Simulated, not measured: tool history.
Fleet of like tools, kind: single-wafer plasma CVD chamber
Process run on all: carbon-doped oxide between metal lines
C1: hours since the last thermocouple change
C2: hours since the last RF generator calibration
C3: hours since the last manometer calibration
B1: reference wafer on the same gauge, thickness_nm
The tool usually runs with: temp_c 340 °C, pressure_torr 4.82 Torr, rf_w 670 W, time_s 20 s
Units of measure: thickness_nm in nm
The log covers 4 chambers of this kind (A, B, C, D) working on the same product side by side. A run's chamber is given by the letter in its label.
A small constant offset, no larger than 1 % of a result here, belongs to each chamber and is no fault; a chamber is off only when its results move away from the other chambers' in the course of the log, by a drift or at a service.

run 1C hour=3.8 | temp_c=340 pressure_torr=4.82 rf_w=670 time_s=20 | C1=1212.4 C2=529.8 C3=711.6 | B1=121.96 | thickness_nm=126.79
run 2A hour=9.7 | temp_c=340 pressure_torr=4.82 rf_w=670 time_s=20 | C1=1926 C2=1041.3 C3=1239.8 | B1=121.98 | thickness_nm=126.8
run 3D hour=17.2 | temp_c=340 pressure_torr=4.82 rf_w=670 time_s=20 | C1=54.1 C2=315.8 C3=108.5 | B1=122.02 | thickness_nm=127.58
run 4B hour=22.3 | temp_c=340 pressure_torr=4.82 rf_w=670 time_s=20 | C1=502.3 C2=1348.4 C3=176.1 | B1=122.02 | thickness_nm=125.64
run 5A hour=26.7 | temp_c=327 pressure_torr=4.82 rf_w=670 time_s=20 | C1=1943 C2=1058.3 C3=1256.8 | B1=121.99 | thickness_nm=131.89
run 6B hour=33.9 | temp_c=327 pressure_torr=4.82 rf_w=670 time_s=20 | C1=513.9 C2=1360 C3=187.7 | B1=122.05 | thickness_nm=131.06
run 7D hour=40.1 | temp_c=327 pressure_torr=4.82 rf_w=670 time_s=20 | C1=77 C2=338.7 C3=131.4 | B1=121.92 | thickness_nm=133.71
run 8C hour=45.2 | temp_c=327 pressure_torr=4.82 rf_w=670 time_s=20 | C1=1253.8 C2=571.2 C3=753 | B1=121.97 | thickness_nm=130.86
run 9C hour=49.4 | temp_c=340 pressure_torr=4.82 rf_w=670 time_s=20 | C1=1258 C2=575.4 C3=757.2 | B1=122.05 | thickness_nm=125.31
run 10B hour=54.6 | temp_c=340 pressure_torr=4.82 rf_w=670 time_s=20 | C1=534.6 C2=1380.7 C3=208.4 | B1=122.04 | thickness_nm=125.68
run 11A hour=60.6 | temp_c=340 pressure_torr=4.13 rf_w=670 time_s=21.7 | C1=1976.9 C2=1092.2 C3=1290.7 | B1=122.08 | thickness_nm=134.37
run 12D hour=67.1 | temp_c=340 pressure_torr=4.13 rf_w=670 time_s=21.7 | C1=104 C2=365.7 C3=158.4 | B1=122.02 | thickness_nm=135.06
run 13B hour=73.8 | temp_c=340 pressure_torr=4.13 rf_w=670 time_s=21.7 | C1=553.8 C2=1399.9 C3=227.6 | B1=121.99 | thickness_nm=133.23
run 14A hour=78.7 | temp_c=340 pressure_torr=4.13 rf_w=670 time_s=21.7 | C1=1995 C2=1110.3 C3=1308.8 | B1=122.08 | thickness_nm=134.07
run 15C hour=85.3 | temp_c=340 pressure_torr=4.82 rf_w=670 time_s=20 | C1=1293.9 C2=611.3 C3=793.1 | B1=121.9 | thickness_nm=124.67
run 16D hour=90.9 | temp_c=340 pressure_torr=4.82 rf_w=670 time_s=20 | C1=127.8 C2=389.5 C3=182.2 | B1=122.04 | thickness_nm=127.11
run 17A hour=95.3 | temp_c=340 pressure_torr=4.82 rf_w=670 time_s=20 | C1=2011.6 C2=1126.9 C3=1325.4 | B1=122.12 | thickness_nm=127.02
run 18B hour=102.1 | temp_c=340 pressure_torr=4.82 rf_w=670 time_s=20 | C1=582.1 C2=1428.2 C3=255.9 | B1=122 | thickness_nm=125.69
-- hour=103.6 chamber A: capacitance manometer re-zeroed and calibrated
run 19D hour=105.8 | temp_c=340 pressure_torr=4.82 rf_w=670 time_s=20 | C1=142.7 C2=404.4 C3=197.1 | B1=121.99 | thickness_nm=127.3
run 20C hour=111.8 | temp_c=340 pressure_torr=4.82 rf_w=670 time_s=20 | C1=1320.4 C2=637.8 C3=819.6 | B1=121.93 | thickness_nm=124.19
run 21B hour=117.6 | temp_c=348 pressure_torr=4.82 rf_w=670 time_s=20 | C1=597.6 C2=1443.7 C3=271.4 | B1=121.99 | thickness_nm=122.81
run 22C hour=124.2 | temp_c=348 pressure_torr=4.82 rf_w=670 time_s=20 | C1=1332.8 C2=650.2 C3=832 | B1=122.03 | thickness_nm=121.56
run 23D hour=129.1 | temp_c=348 pressure_torr=4.82 rf_w=670 time_s=20 | C1=166 C2=427.7 C3=220.4 | B1=122.06 | thickness_nm=124.37
run 24A hour=134.2 | temp_c=348 pressure_torr=4.82 rf_w=670 time_s=20 | C1=2050.5 C2=1165.8 C3=30.6 | B1=122.05 | thickness_nm=123.3
run 25C hour=141.8 | temp_c=340 pressure_torr=4.82 rf_w=670 time_s=20 | C1=1350.4 C2=667.8 C3=849.6 | B1=121.96 | thickness_nm=123.75
run 26A hour=149 | temp_c=340 pressure_torr=4.82 rf_w=670 time_s=20 | C1=2065.3 C2=1180.6 C3=45.4 | B1=121.94 | thickness_nm=126.39
run 27D hour=153.4 | temp_c=340 pressure_torr=4.82 rf_w=670 time_s=20 | C1=190.3 C2=452 C3=244.7 | B1=122.06 | thickness_nm=127.43
run 28B hour=160.3 | temp_c=340 pressure_torr=4.82 rf_w=670 time_s=20 | C1=640.3 C2=1486.4 C3=314.1 | B1=122.03 | thickness_nm=125.25
run 29A hour=166 | temp_c=340 pressure_torr=4.82 rf_w=670 time_s=20 | C1=2082.3 C2=1197.6 C3=62.4 | B1=122.03 | thickness_nm=126.16
run 30C hour=174 | temp_c=340 pressure_torr=4.82 rf_w=670 time_s=20 | C1=1382.6 C2=700 C3=881.8 | B1=122.06 | thickness_nm=123.28
run 31D hour=178.3 | temp_c=340 pressure_torr=4.82 rf_w=670 time_s=20 | C1=215.2 C2=476.9 C3=269.6 | B1=121.93 | thickness_nm=127.6
run 32B hour=184.5 | temp_c=340 pressure_torr=4.01 rf_w=670 time_s=20 | C1=664.5 C2=1510.6 C3=338.3 | B1=121.97 | thickness_nm=122.35

Decide between three cases: one chamber stands off from its peers, the gauge reading all wafers drifts, or nothing is wrong past each chamber's small offset. Where a chamber is off, say which and what most likely put it there.

Little by little, chamber C moves away from the other chambers.
What lies behind it: delivered RF power below the setpoint (%) = 4.53.

Below are 4 candidate recipes for chamber C's next run, each the usual settings with a change, their results shown as question marks. Which of them brings C's results back in line with what the other chambers give on the usual settings?
Maximum distance from the other chambers' mean on the usual settings for a result to count as in line: thickness_nm 1.3 nm
run 33C-1 hour=190.5 | temp_c=334 pressure_torr=5.19 rf_w=670 time_s=20 | thickness_nm=?
run 33C-2 hour=190.5 | temp_c=339 pressure_torr=4.87 rf_w=690 time_s=20.9 | thickness_nm=?
run 33C-3 hour=190.5 | temp_c=341 pressure_torr=4.82 rf_w=670 time_s=18.7 | thickness_nm=?
run 33C-4 hour=190.5 | temp_c=340 pressure_torr=4.8 rf_w=660 time_s=19.6 | thickness_nm=?

The other chambers' mean on the usual settings: thickness_nm 126.4 nm
run=33C-1 thickness_nm=126.37
run=33C-2 thickness_nm=130.95
run=33C-3 thickness_nm=114.39
run=33C-4 thickness_nm=118.98
The right change is 33C-1: it brings the chamber back within the allowed miss of the others.

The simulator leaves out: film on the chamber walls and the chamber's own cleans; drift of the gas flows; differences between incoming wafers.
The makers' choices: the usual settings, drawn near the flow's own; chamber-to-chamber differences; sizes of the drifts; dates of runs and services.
